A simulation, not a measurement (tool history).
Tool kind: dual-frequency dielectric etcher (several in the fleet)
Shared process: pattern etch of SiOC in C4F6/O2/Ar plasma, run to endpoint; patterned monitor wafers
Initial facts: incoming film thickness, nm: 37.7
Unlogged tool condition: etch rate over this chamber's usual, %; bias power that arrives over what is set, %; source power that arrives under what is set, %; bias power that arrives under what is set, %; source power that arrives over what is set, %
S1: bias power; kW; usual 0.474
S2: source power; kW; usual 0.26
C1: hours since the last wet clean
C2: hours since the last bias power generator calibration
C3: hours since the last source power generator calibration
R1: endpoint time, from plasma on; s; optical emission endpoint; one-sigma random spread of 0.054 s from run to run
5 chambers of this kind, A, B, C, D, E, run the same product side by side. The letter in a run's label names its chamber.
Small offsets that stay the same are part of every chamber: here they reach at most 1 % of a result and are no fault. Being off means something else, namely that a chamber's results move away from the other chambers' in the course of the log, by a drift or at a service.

Run 1D, hour 4.5: usual settings; C1 160.3; C2 523.5; C3 1684.9. Result: R1 15.149 s.
At hour 6.9: chamber D: source power generator calibrated.
Run 2C, hour 10.1: usual settings; C1 548.2; C2 3032.4; C3 2731.5. Result: R1 15.193 s.
Run 3A, hour 17.6: usual settings; C1 517; C2 2420.1; C3 2402.3. Result: R1 15.242 s.
Run 4E, hour 24.7: usual settings; C1 416.5; C2 2742; C3 1645. Result: R1 15.156 s.
Run 5B, hour 31: usual settings; C1 248.9; C2 2879.9; C3 1410.9. Result: R1 15.3 s.
Run 6D, hour 39: usual settings; C1 194.8; C2 558; C3 32.1. Result: R1 15.16 s.
Run 7A, hour 44.6: usual settings but S2 0.31 kW; C1 544; C2 2447.1; C3 2429.3. Result: R1 14.28 s.
Run 8E, hour 51.3: usual settings but S2 0.31 kW; C1 443.1; C2 2768.6; C3 1671.6. Result: R1 14.216 s.
Run 9C, hour 55.6: usual settings but S2 0.31 kW; C1 593.7; C2 3077.9; C3 2777. Result: R1 14.223 s.
Run 10B, hour 63.8: usual settings but S2 0.31 kW; C1 281.7; C2 2912.7; C3 1443.7. Result: R1 14.307 s.
Run 11B, hour 68.3: usual settings but S2 0.31 kW; C1 286.2; C2 2917.2; C3 1448.2. Result: R1 14.31 s.
At hour 70.3: chamber A: wet clean of the chamber.
Run 12D, hour 76.6: usual settings but S1 0.36 kW; C1 232.4; C2 595.6; C3 69.7. Result: R1 16.663 s.
Run 13C, hour 83: usual settings but S1 0.36 kW; C1 621.1; C2 3105.3; C3 2804.4. Result: R1 16.796 s.
At hour 88: chamber C: wet clean of the chamber.
Run 14A, hour 89.1: usual settings but S1 0.36 kW; C1 18.9; C2 2491.6; C3 2473.8. Result: R1 16.119 s.
Run 15E, hour 94.5: usual settings but S1 0.36 kW; C1 486.3; C2 2811.8; C3 1714.8. Result: R1 16.814 s.
Run 16E, hour 100.2: usual settings but S1 0.36 kW; C1 492; C2 2817.5; C3 1720.5. Result: R1 16.664 s.
Run 17A, hour 107.5: usual settings; C1 37.3; C2 2510; C3 2492.2. Result: R1 14.7 s.
Run 18D, hour 113.5: usual settings; C1 269.3; C2 632.5; C3 106.6. Result: R1 15.198 s.
Run 19C, hour 122.3: usual settings but S1 0.553 kW; C1 34.4; C2 3144.6; C3 2843.7. Result: R1 14.318 s.
Run 20B, hour 126.6: usual settings but S1 0.553 kW; C1 344.5; C2 2975.5; C3 1506.5. Result: R1 14.352 s.
Run 21C, hour 133.5: usual settings but S1 0.553 kW; C1 45.6; C2 3155.8; C3 2854.9. Result: R1 14.439 s.
At hour 136.4: chamber E: wet clean of the chamber.
Run 22B, hour 140.4: usual settings but S1 0.553 kW; C1 358.3; C2 2989.3; C3 1520.3. Result: R1 14.262 s.
Run 23A, hour 149.1: usual settings but S1 0.553 kW; C1 78.9; C2 2551.6; C3 2533.8. Result: R1 13.9 s.
Run 24D, hour 158: usual settings; C1 313.8; C2 677; C3 151.1. Result: R1 15.099 s.
Run 25E, hour 162: usual settings; C1 25.7; C2 2879.3; C3 1782.3. Result: R1 15.135 s.
Run 26A, hour 169.1: usual settings; C1 98.9; C2 2571.6; C3 2553.8. Result: R1 14.584 s.
At hour 172.2: chamber D: wet clean of the chamber.
Run 27E, hour 173.4: usual settings; C1 37.1; C2 2890.7; C3 1793.7. Result: R1 15.146 s.
Run 28D, hour 181.9: usual settings; C1 9.8; C2 700.9; C3 175. Result: R1 15.138 s.
Run 29B, hour 186.5: usual settings; C1 404.4; C2 3035.4; C3 1566.4. Result: R1 15.146 s.
Run 30C, hour 193: usual settings; C1 105.1; C2 3215.3; C3 2914.4. Result: R1 15.217 s.
Run 31A, hour 199.9: usual settings; C1 129.7; C2 2602.4; C3 2584.6. Result: R1 14.687 s.
Run 32B, hour 205.4: usual settings; C1 423.3; C2 3054.3; C3 1585.3. Result: R1 15.171 s.
Run 33D, hour 211.3: usual settings; C1 39.2; C2 730.3; C3 204.4. Result: R1 15.134 s.
Run 34E, hour 216.1: usual settings but S2 0.22 kW; C1 79.8; C2 2933.4; C3 1836.4. Result: R1 16.119 s.
Run 35C, hour 223.3: usual settings but S2 0.22 kW; C1 135.4; C2 3245.6; C3 2944.7. Result: R1 16.147 s.
Run 36A, hour 230.5: usual settings but S2 0.22 kW; C1 160.3; C2 2633; C3 2615.2. Result: R1 15.564 s.

Next, all 5 chambers run the settings below, one line each with question marks for the results. What does each chamber give?
Run 37A, hour 237: usual settings. Result: R1 ?.
Run 37B, hour 237: usual settings. Result: R1 ?.
Run 37C, hour 237: usual settings. Result: R1 ?.
Run 37D, hour 237: usual settings. Result: R1 ?.
Run 37E, hour 237: usual settings. Result: R1 ?.

run      R1
37A  14.714
37B   15.15
37C  15.203
37D  15.149
37E  15.225
